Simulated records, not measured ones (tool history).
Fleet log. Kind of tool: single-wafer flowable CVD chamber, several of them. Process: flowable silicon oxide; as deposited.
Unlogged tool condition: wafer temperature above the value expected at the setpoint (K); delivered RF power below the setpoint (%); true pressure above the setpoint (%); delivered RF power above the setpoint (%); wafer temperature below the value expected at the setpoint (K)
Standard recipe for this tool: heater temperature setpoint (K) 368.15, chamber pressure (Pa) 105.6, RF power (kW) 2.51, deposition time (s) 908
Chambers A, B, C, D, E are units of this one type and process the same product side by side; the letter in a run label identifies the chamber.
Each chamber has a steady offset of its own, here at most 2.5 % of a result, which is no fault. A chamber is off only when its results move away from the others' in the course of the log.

| run | hour | heater temperature setpoint (K) | chamber pressure (Pa) | RF power (kW) | deposition time (s) | hours since the last thermocouple change | hours since the last RF generator calibration | hours since the last manometer calibration | read-back reference wafer on the same gauge, thickness_nm | mean film thickness on the monitor wafer (nm) |
|---|---|---|---|---|---|---|---|---|---|---|
| 1D | 5 | 368.15 | 105.6 | 2.51 | 908 | 1190.5 | 925.1 | 2327.5 | 591.91 | 667.7 |
| 2B | 8.4 | 368.15 | 105.6 | 2.51 | 908 | 297.6 | 2046.4 | 494.8 | 593.09 | 673.67 |
| 3E | 12 | 368.15 | 105.6 | 2.51 | 908 | 249.9 | 859.9 | 2375.4 | 593.69 | 674.24 |
| 4C | 18.1 | 368.15 | 105.6 | 2.51 | 908 | 745.1 | 636.4 | 722.1 | 592.39 | 647.72 |
| 5A | 23.7 | 368.15 | 105.6 | 2.51 | 908 | 835.1 | 164.5 | 536.5 | 593.43 | 673.98 |
| 6A | 27.9 | 368.15 | 105.6 | 2.51 | 908 | 839.3 | 168.7 | 540.7 | 593.2 | 669.26 |
| 7C | 32.9 | 368.15 | 105.6 | 2.51 | 908 | 759.9 | 651.2 | 736.9 | 593.79 | 654.3 |
| 8B | 36.4 | 368.15 | 105.6 | 2.51 | 908 | 325.6 | 2074.4 | 522.8 | 592.96 | 669.53 |
| 9D | 40.4 | 368.15 | 105.6 | 2.51 | 908 | 1225.9 | 960.5 | 2362.9 | 593.15 | 672.84 |
| 10E | 46.7 | 368.15 | 105.6 | 2.51 | 908 | 284.6 | 894.6 | 2410.1 | 592.43 | 673.72 |
|  | 50.3 | chamber B: RF generator calibrated |
| 11D | 51.1 | 368.15 | 105.6 | 2.51 | 908 | 1236.6 | 971.2 | 2373.6 | 594.09 | 667.2 |
| 12E | 54.6 | 368.15 | 105.6 | 2.51 | 908 | 292.5 | 902.5 | 2418 | 593.38 | 667.39 |
| 13A | 57.9 | 368.15 | 105.6 | 2.51 | 908 | 869.3 | 198.7 | 570.7 | 592.45 | 660.26 |
| 14C | 62.2 | 368.15 | 105.6 | 2.51 | 908 | 789.2 | 680.5 | 766.2 | 593.1 | 650.24 |
| 15B | 65.5 | 368.15 | 105.6 | 2.51 | 908 | 354.7 | 15.2 | 551.9 | 593.37 | 660.5 |
| 16B | 71.8 | 363.15 | 105.6 | 2.51 | 776 | 361 | 21.5 | 558.2 | 592.91 | 667.01 |
| 17D | 76.3 | 363.15 | 105.6 | 2.51 | 776 | 1261.8 | 996.4 | 2398.8 | 593.1 | 672.15 |
| 18C | 81.2 | 363.15 | 105.6 | 2.51 | 776 | 808.2 | 699.5 | 785.2 | 592.24 | 663.23 |
| 19A | 86.8 | 363.15 | 105.6 | 2.51 | 776 | 898.2 | 227.6 | 599.6 | 592.08 | 674.44 |
| 20E | 93.2 | 363.15 | 105.6 | 2.51 | 776 | 331.1 | 941.1 | 2456.6 | 592.55 | 683.02 |
| 21C | 99.7 | 368.15 | 105.6 | 2.51 | 908 | 826.7 | 718 | 803.7 | 593.76 | 644.29 |
| 22E | 104.2 | 368.15 | 105.6 | 2.29 | 1050 | 342.1 | 952.1 | 2467.6 | 592.93 | 765.57 |
| 23B | 108.9 | 368.15 | 105.6 | 2.29 | 1050 | 398.1 | 58.6 | 595.3 | 592.82 | 749.96 |
| 24A | 113.7 | 368.15 | 105.6 | 2.29 | 1050 | 925.1 | 254.5 | 626.5 | 592.74 | 765.98 |
| 25D | 119.1 | 368.15 | 105.6 | 2.29 | 1050 | 1304.6 | 1039.2 | 2441.6 | 593.85 | 763.93 |
| 26C | 122.4 | 368.15 | 105.6 | 2.29 | 1050 | 849.4 | 740.7 | 826.4 | 593.58 | 742.9 |
| 27D | 126.2 | 358.15 | 105.6 | 2.51 | 908 | 1311.7 | 1046.3 | 2448.7 | 592.94 | 913.45 |
| 28A | 131.9 | 358.15 | 105.6 | 2.51 | 908 | 943.3 | 272.7 | 644.7 | 593.47 | 918.6 |
| 29E | 137.9 | 358.15 | 105.6 | 2.51 | 908 | 375.8 | 985.8 | 2501.3 | 592.82 | 912.46 |
| 30B | 144.4 | 358.15 | 105.6 | 2.51 | 908 | 433.6 | 94.1 | 630.8 | 593.65 | 894.98 |
| 31D | 150.5 | 358.15 | 105.6 | 2.51 | 908 | 1336 | 1070.6 | 2473 | 593.32 | 912.76 |
| 32E | 156.3 | 368.15 | 105.6 | 2.51 | 908 | 394.2 | 1004.2 | 2519.7 | 592.34 | 678.02 |
| 33C | 162.7 | 368.15 | 105.6 | 2.51 | 908 | 889.7 | 781 | 866.7 | 593.32 | 652.7 |
| 34A | 166.1 | 368.15 | 105.6 | 2.51 | 908 | 977.5 | 306.9 | 678.9 | 592.66 | 668.68 |
| 35B | 170.7 | 368.15 | 105.6 | 2.51 | 908 | 459.9 | 120.4 | 657.1 | 592.87 | 635.96 |
| 36E | 177.1 | 368.15 | 105.6 | 2.51 | 908 | 415 | 1025 | 2540.5 | 593.92 | 672.3 |

For the next run the whole fleet of 5 chambers uses the same settings. Give each chamber's results:
| 37A | 181.8 | 368.15 | 105.6 | 2.51 | 908 |  |  |  |  | ? |
| 37B | 181.8 | 368.15 | 105.6 | 2.51 | 908 |  |  |  |  | ? |
| 37C | 181.8 | 368.15 | 105.6 | 2.51 | 908 |  |  |  |  | ? |
| 37D | 181.8 | 368.15 | 105.6 | 2.51 | 908 |  |  |  |  | ? |
| 37E | 181.8 | 368.15 | 105.6 | 2.51 | 908 |  |  |  |  | ? |

| run | mean film thickness on the monitor wafer (nm) |
|---|---|
| 37A | 667.56 |
| 37B | 638.11 |
| 37C | 649.04 |
| 37D | 672.73 |
| 37E | 670.62 |
